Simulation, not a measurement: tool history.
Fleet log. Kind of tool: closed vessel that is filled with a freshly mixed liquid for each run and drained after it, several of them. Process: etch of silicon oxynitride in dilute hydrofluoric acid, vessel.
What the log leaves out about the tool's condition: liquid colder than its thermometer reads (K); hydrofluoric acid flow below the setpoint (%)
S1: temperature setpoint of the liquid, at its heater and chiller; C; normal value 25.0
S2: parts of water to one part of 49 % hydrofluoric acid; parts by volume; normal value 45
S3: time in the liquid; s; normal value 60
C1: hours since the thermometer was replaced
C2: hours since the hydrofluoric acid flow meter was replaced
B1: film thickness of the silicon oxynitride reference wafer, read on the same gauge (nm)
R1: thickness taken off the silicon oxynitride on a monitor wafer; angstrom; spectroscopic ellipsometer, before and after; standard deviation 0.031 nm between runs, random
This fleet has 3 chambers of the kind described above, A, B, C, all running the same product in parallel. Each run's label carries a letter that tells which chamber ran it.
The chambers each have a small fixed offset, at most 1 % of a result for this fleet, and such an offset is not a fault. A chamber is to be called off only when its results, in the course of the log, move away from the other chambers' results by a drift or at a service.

run 1C hour=4.5 | S1=25.0 S2=45 S3=60 | C1=810.5 C2=140.2 | B1=99.997 | R1=57.934
run 2A hour=9.6 | S1=25.0 S2=45 S3=60 | C1=289.2 C2=1374.6 | B1=100.000 | R1=56.575
run 3B hour=13.9 | S1=25.0 S2=45 S3=60 | C1=55.1 C2=396.5 | B1=100.010 | R1=56.990
run 4B hour=20.2 | S1=25.0 S2=45 S3=60 | C1=61.4 C2=402.8 | B1=99.966 | R1=56.674
run 5C hour=24.4 | S1=25.0 S2=45 S3=60 | C1=830.4 C2=160.1 | B1=99.983 | R1=57.417
run 6A hour=27.7 | S1=25.0 S2=45 S3=60 | C1=307.3 C2=1392.7 | B1=99.998 | R1=56.435
run 7B hour=31.0 | S1=25.0 S2=25 S3=95 | C1=72.2 C2=413.6 | B1=99.986 | R1=164.540
run 8A hour=37.8 | S1=25.0 S2=25 S3=95 | C1=317.4 C2=1402.8 | B1=100.020 | R1=164.150
run 9C hour=42.2 | S1=25.0 S2=25 S3=95 | C1=848.2 C2=177.9 | B1=100.010 | R1=165.500
run 10A hour=45.3 | S1=25.0 S2=45 S3=60 | C1=324.9 C2=1410.3 | B1=99.951 | R1=57.243
run 11B hour=48.7 | S1=25.0 S2=45 S3=60 | C1=89.9 C2=431.3 | B1=99.979 | R1=56.265
run 12C hour=53.3 | S1=25.0 S2=45 S3=60 | C1=859.3 C2=189.0 | B1=100.060 | R1=57.826
run 13B hour=57.5 | S1=25.0 S2=45 S3=60 | C1=98.7 C2=440.1 | B1=100.020 | R1=55.731
run 14A hour=60.9 | S1=25.0 S2=45 S3=60 | C1=340.5 C2=1425.9 | B1=99.999 | R1=56.511
run 15C hour=67.4 | S1=25.0 S2=45 S3=60 | C1=873.4 C2=203.1 | B1=99.987 | R1=57.639
run 16C hour=72.6 | S1=25.0 S2=45 S3=60 | C1=878.6 C2=208.3 | B1=99.996 | R1=57.432
run 17A hour=77.9 | S1=25.0 S2=45 S3=60 | C1=357.5 C2=1442.9 | B1=99.993 | R1=56.260
run 18B hour=83.0 | S1=25.0 S2=45 S3=60 | C1=124.2 C2=465.6 | B1=100.020 | R1=54.698
run 19C hour=86.1 | S1=25.0 S2=45 S3=60 | C1=892.1 C2=221.8 | B1=100.040 | R1=57.362
run 20B hour=90.1 | S1=25.0 S2=45 S3=60 | C1=131.3 C2=472.7 | B1=99.973 | R1=54.634
run 21A hour=96.1 | S1=25.0 S2=45 S3=60 | C1=375.7 C2=1461.1 | B1=99.993 | R1=56.862
run 22B hour=101.3 | S1=25.0 S2=45 S3=60 | C1=142.5 C2=483.9 | B1=100.010 | R1=54.157
run 23C hour=107.8 | S1=25.0 S2=45 S3=60 | C1=913.8 C2=243.5 | B1=100.050 | R1=57.606
run 24A hour=112.7 | S1=25.0 S2=45 S3=60 | C1=392.3 C2=1477.7 | B1=100.020 | R1=56.941
run 25B hour=118.5 | S1=25.0 S2=45 S3=60 | C1=159.7 C2=501.1 | B1=99.984 | R1=53.864
-- hour=123.8 chamber C: thermometer replaced
run 26C hour=124.4 | S1=25.0 S2=45 S3=60 | C1=0.6 C2=260.1 | B1=100.030 | R1=57.402
run 27A hour=128.9 | S1=25.0 S2=45 S3=60 | C1=408.5 C2=1493.9 | B1=100.010 | R1=56.797
run 28B hour=132.7 | S1=29.5 S2=45 S3=60 | C1=173.9 C2=515.3 | B1=100.050 | R1=66.341

Does one chamber stand apart from the rest, does the shared gauge drift, or is all well apart from small per-chamber offsets? Give the chamber and the most likely cause, where there is one.

Little by little, chamber B moves away from the other chambers.
What lies behind it: hydrofluoric acid flow below the setpoint (%) = 6.35.
The log might look much the same if the cause were instead: liquid colder than its thermometer reads (K).

Chamber B could run next with any of the 4 candidate recipes listed below; each alters the usual settings, and their results appear as question marks. Which one brings its results back in line with what the other chambers deliver on the usual settings?
In-line tolerance around the mean of the other chambers on the usual settings: R1 1.100 angstrom
run 29B-1 hour=137.9 | S1=24.5 S2=45 S3=55 | R1=?
run 29B-2 hour=137.9 | S1=23.5 S2=45 S3=60 | R1=?
run 29B-3 hour=137.9 | S1=26.5 S2=45 S3=60 | R1=?
run 29B-4 hour=137.9 | S1=27.5 S2=45 S3=60 | R1=?

What the other chambers average on the usual settings: R1 57.153 angstrom
run=29B-1 R1=47.601
run=29B-2 R1=49.477
run=29B-3 R1=57.167
run=29B-4 R1=59.933
29B-3 brings the chamber back in line.
